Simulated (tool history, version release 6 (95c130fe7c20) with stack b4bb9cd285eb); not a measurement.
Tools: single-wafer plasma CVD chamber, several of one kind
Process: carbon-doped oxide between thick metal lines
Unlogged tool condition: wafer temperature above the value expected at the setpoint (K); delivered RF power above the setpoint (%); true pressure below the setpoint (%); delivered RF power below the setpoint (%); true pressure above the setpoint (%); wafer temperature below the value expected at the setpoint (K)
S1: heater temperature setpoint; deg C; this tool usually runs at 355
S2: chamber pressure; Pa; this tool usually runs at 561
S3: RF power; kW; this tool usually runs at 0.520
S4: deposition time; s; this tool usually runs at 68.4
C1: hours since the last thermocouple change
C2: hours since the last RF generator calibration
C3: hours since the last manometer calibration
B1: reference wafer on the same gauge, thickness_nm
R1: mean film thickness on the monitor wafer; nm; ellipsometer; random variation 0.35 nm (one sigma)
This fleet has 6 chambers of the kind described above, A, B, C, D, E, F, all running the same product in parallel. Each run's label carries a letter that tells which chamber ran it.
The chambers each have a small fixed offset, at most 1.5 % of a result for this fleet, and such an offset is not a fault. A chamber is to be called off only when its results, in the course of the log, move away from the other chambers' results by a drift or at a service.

{"run": "1F", "day": 0.483, "S1": 355, "S2": 561, "S3": 0.52, "S4": 68.4, "C1": 267.1, "C2": 78.2, "C3": 346.4, "B1": 395.02, "R1": 341.05}
{"run": "2D", "day": 0.846, "S1": 355, "S2": 561, "S3": 0.52, "S4": 68.4, "C1": 1070.9, "C2": 1806.8, "C3": 542.5, "B1": 394.85, "R1": 336.92}
{"day": 1.121, "done": "chamber C: thermocouple changed; heater temperature recalibrated"}
{"run": "3E", "day": 1.267, "S1": 355, "S2": 561, "S3": 0.52, "S4": 68.4, "C1": 594.3, "C2": 674.9, "C3": 577.1, "B1": 394.97, "R1": 343.36}
{"run": "4B", "day": 1.667, "S1": 355, "S2": 561, "S3": 0.52, "S4": 68.4, "C1": 286.7, "C2": 657.6, "C3": 924.0, "B1": 394.82, "R1": 338.86}
{"run": "5A", "day": 2.108, "S1": 355, "S2": 561, "S3": 0.52, "S4": 68.4, "C1": 217.1, "C2": 1433.1, "C3": 1609.9, "B1": 394.71, "R1": 341.72}
{"run": "6C", "day": 2.35, "S1": 355, "S2": 561, "S3": 0.52, "S4": 68.4, "C1": 29.5, "C2": 180.7, "C3": 463.9, "B1": 394.69, "R1": 343.77}
{"run": "7E", "day": 2.712, "S1": 355, "S2": 561, "S3": 0.52, "S4": 68.4, "C1": 629.0, "C2": 709.6, "C3": 611.8, "B1": 394.72, "R1": 343.7}
{"run": "8A", "day": 3.179, "S1": 355, "S2": 561, "S3": 0.52, "S4": 68.4, "C1": 242.8, "C2": 1458.8, "C3": 1635.6, "B1": 394.62, "R1": 341.82}
{"run": "9D", "day": 3.408, "S1": 355, "S2": 561, "S3": 0.52, "S4": 68.4, "C1": 1132.4, "C2": 1868.3, "C3": 604.0, "B1": 394.59, "R1": 336.17}
{"run": "10F", "day": 3.704, "S1": 355, "S2": 561, "S3": 0.52, "S4": 68.4, "C1": 344.4, "C2": 155.5, "C3": 423.7, "B1": 394.56, "R1": 340.29}
{"run": "11C", "day": 3.95, "S1": 355, "S2": 561, "S3": 0.52, "S4": 68.4, "C1": 67.9, "C2": 219.1, "C3": 502.3, "B1": 394.52, "R1": 343.85}
{"run": "12B", "day": 4.438, "S1": 355, "S2": 561, "S3": 0.52, "S4": 68.4, "C1": 353.2, "C2": 724.1, "C3": 990.5, "B1": 394.55, "R1": 339.9}
{"run": "13A", "day": 4.75, "S1": 355, "S2": 561, "S3": 0.52, "S4": 68.4, "C1": 280.5, "C2": 1496.5, "C3": 1673.3, "B1": 394.45, "R1": 341.55}
{"run": "14F", "day": 5.092, "S1": 355, "S2": 672, "S3": 0.52, "S4": 74.8, "C1": 377.7, "C2": 188.8, "C3": 457.0, "B1": 394.46, "R1": 381.95}
{"run": "15B", "day": 5.442, "S1": 355, "S2": 672, "S3": 0.52, "S4": 74.8, "C1": 377.3, "C2": 748.2, "C3": 1014.6, "B1": 394.29, "R1": 382.15}
{"run": "16E", "day": 5.9, "S1": 355, "S2": 672, "S3": 0.52, "S4": 74.8, "C1": 705.5, "C2": 786.1, "C3": 688.3, "B1": 394.34, "R1": 385.34}
{"run": "17C", "day": 6.417, "S1": 355, "S2": 672, "S3": 0.52, "S4": 74.8, "C1": 127.1, "C2": 278.3, "C3": 561.5, "B1": 394.33, "R1": 385.75}
{"run": "18D", "day": 6.708, "S1": 355, "S2": 672, "S3": 0.52, "S4": 74.8, "C1": 1211.6, "C2": 1947.5, "C3": 683.2, "B1": 394.21, "R1": 377.17}
{"run": "19D", "day": 7.167, "S1": 355, "S2": 672, "S3": 0.52, "S4": 74.8, "C1": 1222.6, "C2": 1958.5, "C3": 694.2, "B1": 394.11, "R1": 377.57}
{"run": "20F", "day": 7.554, "S1": 355, "S2": 561, "S3": 0.44, "S4": 78.0, "C1": 436.8, "C2": 247.9, "C3": 516.1, "B1": 394.16, "R1": 348.85}
{"day": 7.804, "done": "chamber D: thermocouple changed; heater temperature recalibrated"}
{"run": "21C", "day": 7.942, "S1": 355, "S2": 561, "S3": 0.44, "S4": 78.0, "C1": 163.7, "C2": 314.9, "C3": 598.1, "B1": 394.17, "R1": 350.9}
{"run": "22E", "day": 8.438, "S1": 355, "S2": 561, "S3": 0.44, "S4": 78.0, "C1": 766.4, "C2": 847.0, "C3": 749.2, "B1": 394.07, "R1": 350.84}
{"run": "23B", "day": 8.775, "S1": 355, "S2": 561, "S3": 0.44, "S4": 78.0, "C1": 457.3, "C2": 828.2, "C3": 1094.6, "B1": 393.95, "R1": 346.87}
{"run": "24A", "day": 9.238, "S1": 355, "S2": 561, "S3": 0.44, "S4": 78.0, "C1": 388.2, "C2": 1604.2, "C3": 1781.0, "B1": 393.94, "R1": 348.46}
{"day": 9.321, "done": "chamber A: capacitance manometer re-zeroed and calibrated"}
{"run": "25F", "day": 9.638, "S1": 355, "S2": 561, "S3": 0.44, "S4": 78.0, "C1": 486.8, "C2": 297.9, "C3": 566.1, "B1": 393.97, "R1": 348.53}
{"day": 9.658, "done": "chamber A: RF generator calibrated"}
{"run": "26D", "day": 9.875, "S1": 355, "S2": 561, "S3": 0.52, "S4": 68.4, "C1": 49.7, "C2": 2023.5, "C3": 759.2, "B1": 393.99, "R1": 335.01}
{"run": "27C", "day": 10.279, "S1": 355, "S2": 561, "S3": 0.52, "S4": 68.4, "C1": 219.8, "C2": 371.0, "C3": 654.2, "B1": 393.87, "R1": 342.29}
{"run": "28A", "day": 10.583, "S1": 355, "S2": 561, "S3": 0.52, "S4": 68.4, "C1": 420.5, "C2": 22.3, "C3": 30.4, "B1": 393.74, "R1": 341.24}
{"run": "29E", "day": 11.004, "S1": 355, "S2": 607, "S3": 0.58, "S4": 68.4, "C1": 828.0, "C2": 908.6, "C3": 810.8, "B1": 393.74, "R1": 370.06}
{"day": 11.075, "done": "chamber B: RF generator calibrated"}
{"run": "30B", "day": 11.342, "S1": 355, "S2": 607, "S3": 0.58, "S4": 68.4, "C1": 518.9, "C2": 6.5, "C3": 1156.2, "B1": 393.83, "R1": 365.35}
{"run": "31F", "day": 11.696, "S1": 355, "S2": 607, "S3": 0.58, "S4": 68.4, "C1": 536.2, "C2": 347.3, "C3": 615.5, "B1": 393.68, "R1": 366.65}
{"run": "32D", "day": 11.946, "S1": 355, "S2": 607, "S3": 0.58, "S4": 68.4, "C1": 99.4, "C2": 2073.2, "C3": 808.9, "B1": 393.68, "R1": 363.33}
{"day": 12.233, "done": "chamber B: capacitance manometer re-zeroed and calibrated"}
{"run": "33C", "day": 12.329, "S1": 355, "S2": 607, "S3": 0.58, "S4": 68.4, "C1": 269.0, "C2": 420.2, "C3": 703.4, "B1": 393.64, "R1": 370.28}
{"run": "34B", "day": 12.817, "S1": 355, "S2": 607, "S3": 0.58, "S4": 68.4, "C1": 554.3, "C2": 41.9, "C3": 14.0, "B1": 393.62, "R1": 364.91}
{"run": "35E", "day": 13.167, "S1": 355, "S2": 561, "S3": 0.52, "S4": 68.4, "C1": 879.9, "C2": 960.5, "C3": 862.7, "B1": 393.55, "R1": 342.15}
{"run": "36A", "day": 13.558, "S1": 355, "S2": 561, "S3": 0.52, "S4": 68.4, "C1": 491.9, "C2": 93.7, "C3": 101.8, "B1": 393.52, "R1": 340.55}
{"run": "37F", "day": 14.05, "S1": 355, "S2": 561, "S3": 0.52, "S4": 68.4, "C1": 592.7, "C2": 403.8, "C3": 672.0, "B1": 393.45, "R1": 339.62}
{"run": "38C", "day": 14.354, "S1": 355, "S2": 561, "S3": 0.52, "S4": 68.4, "C1": 317.6, "C2": 468.8, "C3": 752.0, "B1": 393.35, "R1": 342.5}
{"run": "39E", "day": 14.592, "S1": 355, "S2": 561, "S3": 0.52, "S4": 68.4, "C1": 914.1, "C2": 994.7, "C3": 896.9, "B1": 393.35, "R1": 341.85}

All chambers now run identical settings, listed one chamber a line with results as question marks. What results will each chamber show?
{"run": "40A", "day": 14.962, "S1": 355, "S2": 493, "S3": 0.52, "S4": 68.4, "R1": "?"}
{"run": "40B", "day": 14.962, "S1": 355, "S2": 493, "S3": 0.52, "S4": 68.4, "R1": "?"}
{"run": "40C", "day": 14.962, "S1": 355, "S2": 493, "S3": 0.52, "S4": 68.4, "R1": "?"}
{"run": "40D", "day": 14.962, "S1": 355, "S2": 493, "S3": 0.52, "S4": 68.4, "R1": "?"}
{"run": "40E", "day": 14.962, "S1": 355, "S2": 493, "S3": 0.52, "S4": 68.4, "R1": "?"}
{"run": "40F", "day": 14.962, "S1": 355, "S2": 493, "S3": 0.52, "S4": 68.4, "R1": "?"}

run=40A R1=334.75
run=40B R1=332.97
run=40C R1=336.16
run=40D R1=328.57
run=40E R1=336.81
run=40F R1=333.42

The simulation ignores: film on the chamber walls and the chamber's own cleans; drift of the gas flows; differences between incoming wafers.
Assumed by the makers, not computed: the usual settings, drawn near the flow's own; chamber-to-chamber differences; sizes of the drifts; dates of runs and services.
